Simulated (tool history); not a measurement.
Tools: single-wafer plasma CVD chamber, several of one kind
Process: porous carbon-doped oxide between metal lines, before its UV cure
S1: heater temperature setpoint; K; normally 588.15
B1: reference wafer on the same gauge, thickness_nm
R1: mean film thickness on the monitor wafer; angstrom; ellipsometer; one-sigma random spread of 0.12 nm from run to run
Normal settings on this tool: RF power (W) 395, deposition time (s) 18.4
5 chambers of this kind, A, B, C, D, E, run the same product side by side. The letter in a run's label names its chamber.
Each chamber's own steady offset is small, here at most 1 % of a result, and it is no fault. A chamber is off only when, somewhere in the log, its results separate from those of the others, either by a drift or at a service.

Run 1D, hour 3.3: usual settings; B1 85.115. Result: R1 778.43 angstrom.
Run 2E, hour 5.8: usual settings; B1 85.103. Result: R1 781.26 angstrom.
Run 3C, hour 8.9: usual settings; B1 85.158. Result: R1 790.26 angstrom.
Run 4B, hour 11.6: usual settings; B1 85.143. Result: R1 780.48 angstrom.
Run 5A, hour 15.2: usual settings; B1 85.179. Result: R1 788.49 angstrom.
Run 6B, hour 17.9: usual settings but S1 581.15 K, RF power (W) 350; B1 85.182. Result: R1 735.88 angstrom.
Run 7D, hour 22.0: usual settings but S1 581.15 K, RF power (W) 350; B1 85.165. Result: R1 729.83 angstrom.
Run 8A, hour 25.9: usual settings but S1 581.15 K, RF power (W) 350; B1 85.196. Result: R1 744.17 angstrom.
Run 9C, hour 30.0: usual settings but S1 581.15 K, RF power (W) 350; B1 85.237. Result: R1 745.45 angstrom.
Run 10E, hour 32.6: usual settings but S1 581.15 K, RF power (W) 350; B1 85.205. Result: R1 735.40 angstrom.
Run 11A, hour 35.3: usual settings; B1 85.249. Result: R1 790.98 angstrom.
Run 12B, hour 39.0: usual settings; B1 85.253. Result: R1 779.77 angstrom.
Run 13E, hour 42.0: usual settings; B1 85.269. Result: R1 784.14 angstrom.
Run 14C, hour 44.9: usual settings; B1 85.312. Result: R1 789.74 angstrom.
Run 15D, hour 48.2: usual settings; B1 85.285. Result: R1 777.53 angstrom.
Run 16C, hour 51.8: usual settings; B1 85.282. Result: R1 790.92 angstrom.
Run 17B, hour 55.2: usual settings; B1 85.328. Result: R1 780.45 angstrom.
Run 18D, hour 58.7: usual settings; B1 85.391. Result: R1 778.34 angstrom.
Run 19E, hour 61.9: usual settings; B1 85.366. Result: R1 783.75 angstrom.
Run 20A, hour 64.4: usual settings; B1 85.348. Result: R1 792.35 angstrom.
Run 21D, hour 68.5: usual settings; B1 85.388. Result: R1 778.60 angstrom.
Run 22A, hour 70.9: usual settings; B1 85.369. Result: R1 793.34 angstrom.
Run 23C, hour 73.4: usual settings; B1 85.418. Result: R1 793.61 angstrom.
Run 24B, hour 75.5: usual settings but S1 600.15 K, RF power (W) 350; B1 85.389. Result: R1 670.17 angstrom.
Run 25E, hour 78.7: usual settings but S1 600.15 K, RF power (W) 350; B1 85.456. Result: R1 668.92 angstrom.
Run 26A, hour 82.1: usual settings but S1 600.15 K, RF power (W) 350; B1 85.492. Result: R1 675.83 angstrom.
Run 27C, hour 85.0: usual settings but S1 600.15 K, RF power (W) 350; B1 85.479. Result: R1 676.62 angstrom.
Run 28D, hour 87.6: usual settings but S1 600.15 K, RF power (W) 350; B1 85.427. Result: R1 667.57 angstrom.
Run 29E, hour 90.1: usual settings; B1 85.458. Result: R1 782.25 angstrom.
Run 30B, hour 93.4: usual settings; B1 85.474. Result: R1 780.30 angstrom.
Run 31C, hour 96.6: usual settings but S1 601.15 K, deposition time (s) 16.5; B1 85.531. Result: R1 669.90 angstrom.
Run 32A, hour 100.0: usual settings but S1 601.15 K, deposition time (s) 16.5; B1 85.515. Result: R1 668.51 angstrom.
Run 33D, hour 103.6: usual settings but S1 601.15 K, deposition time (s) 16.5; B1 85.511. Result: R1 660.25 angstrom.
Run 34B, hour 105.8: usual settings but S1 601.15 K, deposition time (s) 16.5; B1 85.498. Result: R1 660.59 angstrom.
Run 35E, hour 109.3: usual settings but S1 601.15 K, deposition time (s) 16.5; B1 85.526. Result: R1 661.84 angstrom.
Run 36A, hour 111.4: usual settings; B1 85.542. Result: R1 792.60 angstrom.
Run 37B, hour 114.8: usual settings but S1 580.15 K; B1 85.574. Result: R1 814.96 angstrom.
Run 38C, hour 118.6: usual settings but S1 580.15 K; B1 85.576. Result: R1 828.50 angstrom.
Run 39D, hour 122.2: usual settings but S1 580.15 K; B1 85.586. Result: R1 816.32 angstrom.
Run 40E, hour 125.5: usual settings but S1 580.15 K; B1 85.627. Result: R1 820.07 angstrom.
Run 41B, hour 129.7: usual settings but S1 580.15 K; B1 85.616. Result: R1 817.88 angstrom.

Is one chamber out of step, is the gauge drifting, or do the chambers differ by no more than their own small offsets? For an off chamber, give its letter and the likeliest cause.

The shared gauge is drifting. All chambers look as if they move in step, but none is off.
What lies behind it: gauge reads high (%) = 0.637.
